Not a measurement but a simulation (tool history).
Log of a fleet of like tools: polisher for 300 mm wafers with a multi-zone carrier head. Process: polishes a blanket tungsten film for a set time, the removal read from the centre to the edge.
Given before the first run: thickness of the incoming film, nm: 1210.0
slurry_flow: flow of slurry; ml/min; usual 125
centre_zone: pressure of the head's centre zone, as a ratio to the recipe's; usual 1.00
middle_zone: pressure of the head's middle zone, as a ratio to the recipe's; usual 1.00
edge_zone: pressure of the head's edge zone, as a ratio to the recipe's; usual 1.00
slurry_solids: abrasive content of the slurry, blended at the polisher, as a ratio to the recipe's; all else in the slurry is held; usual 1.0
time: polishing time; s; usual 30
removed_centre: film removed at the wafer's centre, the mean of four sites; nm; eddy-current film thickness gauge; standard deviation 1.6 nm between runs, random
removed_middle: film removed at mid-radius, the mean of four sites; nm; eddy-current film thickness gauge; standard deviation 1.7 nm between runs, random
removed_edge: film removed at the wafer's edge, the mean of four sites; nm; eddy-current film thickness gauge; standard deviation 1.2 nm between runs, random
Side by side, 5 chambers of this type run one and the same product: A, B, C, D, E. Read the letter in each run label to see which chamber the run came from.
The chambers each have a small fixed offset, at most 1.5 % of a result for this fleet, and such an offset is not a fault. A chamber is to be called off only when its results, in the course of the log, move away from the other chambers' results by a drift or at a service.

run   hour  slurry_flow  centre_zone  middle_zone  edge_zone  slurry_solids  time  wafers polished on this pad  hours since the slurry nozzle was cleaned  hours since the centre zone pressure was calibrated  hours since the edge zone pressure was calibrated  removed_centre  removed_middle  removed_edge
       5.1  -- chamber B: slurry nozzle cleaned
 1E    6.0          125         1.00         1.00       1.00            1.0    30                          519                                      150.3                                                 66.0                                              800.5          159.95          158.83        157.38
 2C   14.4          125         1.00         1.00       1.00            1.0    30                          612                                       16.8                                                392.4                                               90.7          158.61          159.86        161.65
 3A   19.4          125         1.00         1.00       1.00            1.0    30                          512                                       41.8                                                319.1                                              190.2          161.55          159.33        160.53
 4B   24.4          125         1.00         1.00       1.00            1.0    30                         1184                                       19.3                                                852.7                                              257.0          158.18          158.75        159.45
 5D   29.7          125         1.00         1.00       1.00            1.0    30                          628                                      331.0                                                782.0                                              638.6          163.67          159.33        162.09
      35.0  -- chamber D: worn pad replaced by a new one
      37.9  -- chamber B: worn pad replaced by a new one
 6A   38.0          125         1.00         1.00       1.00            1.0    30                          701                                       60.4                                                337.7                                              208.8          158.68          161.15        161.97
 7D   45.5          125         1.00         1.00       1.00            1.0    30                          107                                      346.8                                                797.8                                              654.4          163.92          160.58        160.03
 8C   49.6          125         1.00         1.00       1.00            1.0    30                          969                                       52.0                                                427.6                                              125.9          161.67          161.42        160.97
 9B   54.8          125         1.00         1.00       1.00            1.0    30                          171                                       49.7                                                883.1                                              287.4          155.48          163.99        158.94
10E   61.7          125         1.12         1.00       1.00            1.0    30                         1084                                      206.0                                                121.7                                              856.2          177.92          158.71        159.30
      62.8  -- chamber E: worn pad replaced by a new one
11C   68.1          125         1.12         1.00       1.00            1.0    30                         1157                                       70.5                                                446.1                                              144.4          179.03          158.01        161.45
12A   76.6          125         1.12         1.00       1.00            1.0    30                         1093                                       99.0                                                376.3                                              247.4          182.55          160.00        159.93
      77.0  -- chamber A: centre zone pressure recalibrated
      77.4  -- chamber A: worn pad replaced by a new one
13E   82.3          125         1.12         1.00       1.00            1.0    30                          198                                      226.6                                                142.3                                              876.8          182.18          161.09        157.99
14D   90.4          125         1.12         1.00       1.00            1.0    30                          562                                      391.7                                                842.7                                              699.3          181.14          159.07        161.91
      96.1  -- chamber D: worn pad replaced by a new one
15B   98.1          125         1.00         1.00       1.00            1.0    30                          610                                       93.0                                                926.4                                              330.7          157.34          158.94        159.06
16B  103.0          125         1.00         1.00       1.00            1.0    30                          660                                       97.9                                                931.3                                              335.6          158.55          162.21        161.91
     106.9  -- chamber D: centre zone pressure recalibrated
17D  110.4          125         1.00         1.08       1.05            1.0    30                          145                                      411.7                                                  3.6                                              719.3          162.50          169.83        166.05
     113.0  -- chamber D: edge zone pressure recalibrated
18E  117.2          125         1.00         1.08       1.05            1.0    30                          552                                      261.5                                                177.2                                              911.7          158.74          172.97        162.01
19A  123.2          125         1.00         1.08       1.05            1.0    30                          465                                      145.6                                                 46.2                                              294.0          162.59          171.12        165.33
20C  129.7          125         1.00         1.08       1.05            1.0    30                         1782                                      132.1                                                507.7                                              206.0          157.42          167.33        161.28
21B  135.0          125         1.00         1.08       1.05            1.0    30                          985                                      129.9                                                963.3                                              367.6          156.67          174.49        164.29
22C  140.6          125         1.00         1.09       1.00            1.0    30                         1892                                      143.0                                                518.6                                              216.9          157.51          166.26        156.54
23D  147.9          125         1.00         1.09       1.00            1.0    30                          525                                      449.2                                                 41.1                                               35.0          160.86          170.87        160.42
     151.4  -- chamber D: slurry nozzle cleaned
24A  155.9          125         1.00         1.09       1.00            1.0    30                          796                                      178.3                                                 78.9                                              326.7          159.65          172.79        160.58
     159.1  -- chamber D: worn pad replaced by a new one
25E  160.5          125         1.00         1.09       1.00            1.0    30                          991                                      304.8                                                220.5                                              955.0          158.55          171.36        155.98
     165.4  -- chamber A: worn pad replaced by a new one
26D  166.4          125         1.00         1.09       1.00            1.0    30                           74                                       15.1                                                 59.6                                               53.5          161.00          172.37        159.37
27A  172.9          125         1.07         1.00       1.00            1.0    30                           76                                      195.3                                                 95.9                                              343.7          173.20          161.25        160.88
     178.5  -- chamber B: worn pad replaced by a new one
28B  178.8          125         1.07         1.00       1.00            1.0    30                            3                                      173.7                                               1007.1                                              411.4          171.99          160.17        159.96
     182.5  -- chamber E: worn pad replaced by a new one
29C  183.9          125         1.07         1.00       1.00            1.0    30                         2332                                      186.3                                                561.9                                              260.2          165.17          151.80        149.99
30E  191.0          125         1.07         1.00       1.00            1.0    30                           86                                      335.3                                                251.0                                              985.5          170.65          157.45        158.72
31B  197.4          125         1.07         1.00       1.00            1.0    30                          192                                      192.3                                               1025.7                                              430.0          168.88          162.90        159.53
32A  203.4          125         1.00         1.00       1.00            1.0    30                          386                                      225.8                                                126.4                                              374.2          159.04          162.32        163.17
33C  211.2          125         1.00         1.00       1.00            1.0    30                         2609                                      213.6                                                589.2                                              287.5          149.32          151.75        150.07
34D  217.4          125         1.00         0.93       1.00            1.2    30                          591                                       66.1                                                110.6                                              104.5          170.05          157.11        169.80

Does one chamber stand apart from the rest, does the shared gauge drift, or is all well apart from small per-chamber offsets? Give the chamber and the most likely cause, where there is one.

Little by little, chamber C moves away from the other chambers.
Most likely cause: removal rate lost through wear of the pad, % = 7.25.
The log may not separate it from: slurry flow missing at the pad, %.

Chamber C could run next with any of the 4 candidate recipes listed below; each alters the usual settings, and their results appear as question marks. Which one brings its results back in line with what the other chambers deliver on the usual settings?
A result is in line if it is within this distance of the other chambers' mean on the usual settings: removed_centre 5.50 nm; removed_middle 5.80 nm; removed_edge 4.00 nm
35C-1  223.5          125         1.00         1.00       1.00           1.00    28                                                                                                                                                                                               ?               ?             ?
35C-2  223.5          120         1.00         1.00       1.00           1.00    26                                                                                                                                                                                               ?               ?             ?
35C-3  223.5          125         1.00         1.00       1.00           1.00    32                                                                                                                                                                                               ?               ?             ?
35C-4  223.5          130         1.01         1.01       1.00           1.05    34                                                                                                                                                                                               ?               ?             ?

Usual-settings mean across the other chambers: removed_centre 160.11 nm; removed_middle 160.13 nm; removed_edge 160.02 nm
  run  removed_centre  removed_middle  removed_edge
35C-1          139.17          138.55        139.39
35C-2          127.83          127.43        128.57
35C-3          159.05          158.34        159.31
35C-4          174.57          173.26        172.27
35C-3 puts the chamber back in line with the other chambers.
